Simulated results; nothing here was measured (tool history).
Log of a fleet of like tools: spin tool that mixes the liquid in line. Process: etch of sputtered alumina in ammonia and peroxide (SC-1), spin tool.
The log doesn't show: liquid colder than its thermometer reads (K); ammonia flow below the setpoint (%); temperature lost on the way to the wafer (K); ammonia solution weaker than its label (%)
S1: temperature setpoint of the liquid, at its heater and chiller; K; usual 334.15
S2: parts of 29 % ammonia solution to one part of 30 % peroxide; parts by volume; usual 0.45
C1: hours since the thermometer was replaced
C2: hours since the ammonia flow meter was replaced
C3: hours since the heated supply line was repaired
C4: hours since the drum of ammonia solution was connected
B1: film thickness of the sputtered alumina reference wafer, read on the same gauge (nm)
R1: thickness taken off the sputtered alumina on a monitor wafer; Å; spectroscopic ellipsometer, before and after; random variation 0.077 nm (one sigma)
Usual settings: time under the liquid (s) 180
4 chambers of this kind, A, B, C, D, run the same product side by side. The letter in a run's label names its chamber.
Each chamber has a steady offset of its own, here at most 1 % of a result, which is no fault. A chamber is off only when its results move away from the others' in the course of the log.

Run 1A, day 0.338: usual settings; C1 1890.4; C2 428; C3 194.7; C4 571.9; B1 49.992. Result: R1 167.99 Å.
Run 2B, day 0.696: usual settings; C1 1016.4; C2 315.6; C3 1378.2; C4 244.4; B1 49.999. Result: R1 170.49 Å.
Run 3D, day 1.096: usual settings; C1 2865.4; C2 1569.4; C3 1943.6; C4 552.2; B1 50.007. Result: R1 168.53 Å.
Run 4C, day 1.496: usual settings; C1 1024.1; C2 155.1; C3 608.2; C4 76.1; B1 50.017. Result: R1 169.54 Å.
Run 5D, day 1.917: usual settings; C1 2885.1; C2 1589.1; C3 1963.3; C4 571.9; B1 49.989. Result: R1 170.7 Å.
Run 6A, day 2.142: usual settings; C1 1933.7; C2 471.3; C3 238; C4 615.2; B1 49.996. Result: R1 168.18 Å.
At day 2.383: chamber A: new drum of ammonia solution connected.
Run 7C, day 2.412: usual settings but S2 0.35 parts by volume; C1 1046.1; C2 177.1; C3 630.2; C4 98.1; B1 49.996. Result: R1 164.96 Å.
Run 8B, day 2.85: usual settings but S2 0.35 parts by volume; C1 1068.1; C2 367.3; C3 1429.9; C4 296.1; B1 50.002. Result: R1 166.41 Å.
Run 9D, day 3.275: usual settings but S2 0.35 parts by volume; C1 2917.7; C2 1621.7; C3 1995.9; C4 604.5; B1 50.023. Result: R1 166.12 Å.
Run 10A, day 3.542: usual settings but S2 0.35 parts by volume; C1 1967.3; C2 504.9; C3 271.6; C4 27.9; B1 50.018. Result: R1 164.05 Å.
Run 11B, day 3.875: usual settings; C1 1092.7; C2 391.9; C3 1454.5; C4 320.7; B1 50.013. Result: R1 167.7 Å.
Run 12C, day 4.275: usual settings; C1 1090.8; C2 221.8; C3 674.9; C4 142.8; B1 49.995. Result: R1 169.27 Å.
Run 13C, day 4.483: usual settings; C1 1095.8; C2 226.8; C3 679.9; C4 147.8; B1 49.986. Result: R1 169.32 Å.
Run 14A, day 4.942: usual settings; C1 2000.9; C2 538.5; C3 305.2; C4 61.5; B1 50.023. Result: R1 170.16 Å.
Run 15D, day 5.379: usual settings; C1 2968.2; C2 1672.2; C3 2046.4; C4 655; B1 50.006. Result: R1 170.39 Å.
Run 16B, day 5.804: usual settings; C1 1139; C2 438.2; C3 1500.8; C4 367; B1 49.997. Result: R1 165.65 Å.
Run 17C, day 6.15: usual settings; C1 1135.8; C2 266.8; C3 719.9; C4 187.8; B1 50.007. Result: R1 169.46 Å.
Run 18B, day 6.504: usual settings; C1 1155.8; C2 455; C3 1517.6; C4 383.8; B1 49.99. Result: R1 165.03 Å.
At day 6.871: chamber D: thermometer replaced.
Run 19A, day 6.925: usual settings but S2 0.55 parts by volume; C1 2048.5; C2 586.1; C3 352.8; C4 109.1; B1 50.007. Result: R1 172.8 Å.
Run 20D, day 7.267: usual settings but S2 0.55 parts by volume; C1 9.5; C2 1717.5; C3 2091.7; C4 700.3; B1 49.992. Result: R1 172.43 Å.
Run 21A, day 7.633: usual settings but S2 0.55 parts by volume; C1 2065.5; C2 603.1; C3 369.8; C4 126.1; B1 49.985. Result: R1 171.53 Å.
Run 22D, day 7.854: usual settings but S2 0.55 parts by volume; C1 23.6; C2 1731.6; C3 2105.8; C4 714.4; B1 49.996. Result: R1 172.09 Å.
At day 8.142: chamber B: ammonia flow meter replaced.
Run 23C, day 8.296: usual settings; C1 1187.3; C2 318.3; C3 771.4; C4 239.3; B1 50.002. Result: R1 168.21 Å.
Run 24B, day 8.608: usual settings; C1 1206.3; C2 11.3; C3 1568.1; C4 434.3; B1 50.006. Result: R1 162.98 Å.
Run 25B, day 8.838: usual settings; C1 1211.8; C2 16.8; C3 1573.6; C4 439.8; B1 50.004. Result: R1 161.69 Å.
Run 26D, day 9.171: usual settings; C1 55.2; C2 1763.2; C3 2137.4; C4 746; B1 49.999. Result: R1 169.42 Å.

Is one chamber off against the others, does the gauge drift, or is nothing wrong? If a chamber is off, say which, and what the likeliest cause is.

Chamber B drifts away from the others.
Cause: temperature lost on the way to the wafer (K) = 1.09.
The log may not tell that from: liquid colder than its thermometer reads (K).

Here are 4 candidates for chamber B's next run, each the usual settings with a change, their results left as question marks. Which one brings its results back in line with what the others give on the usual settings?
In line means no further than this from the other chambers' mean on the usual settings: R1 2.7 Å
Run 27B-1, day 9.508: usual settings but S1 335.15 K. Result: R1 ?.
Run 27B-2, day 9.508: usual settings but S1 334.65 K. Result: R1 ?.
Run 27B-3, day 9.508: usual settings but S1 333.65 K. Result: R1 ?.
Run 27B-4, day 9.508: usual settings but S1 333.65 K, time under the liquid (s) 175. Result: R1 ?.

The other chambers' mean on the usual settings: R1 169.05 Å
  run      R1
27B-1  169.42
27B-2  165.06
27B-3  156.79
27B-4  152.43
27B-1 brings the chamber back in line.
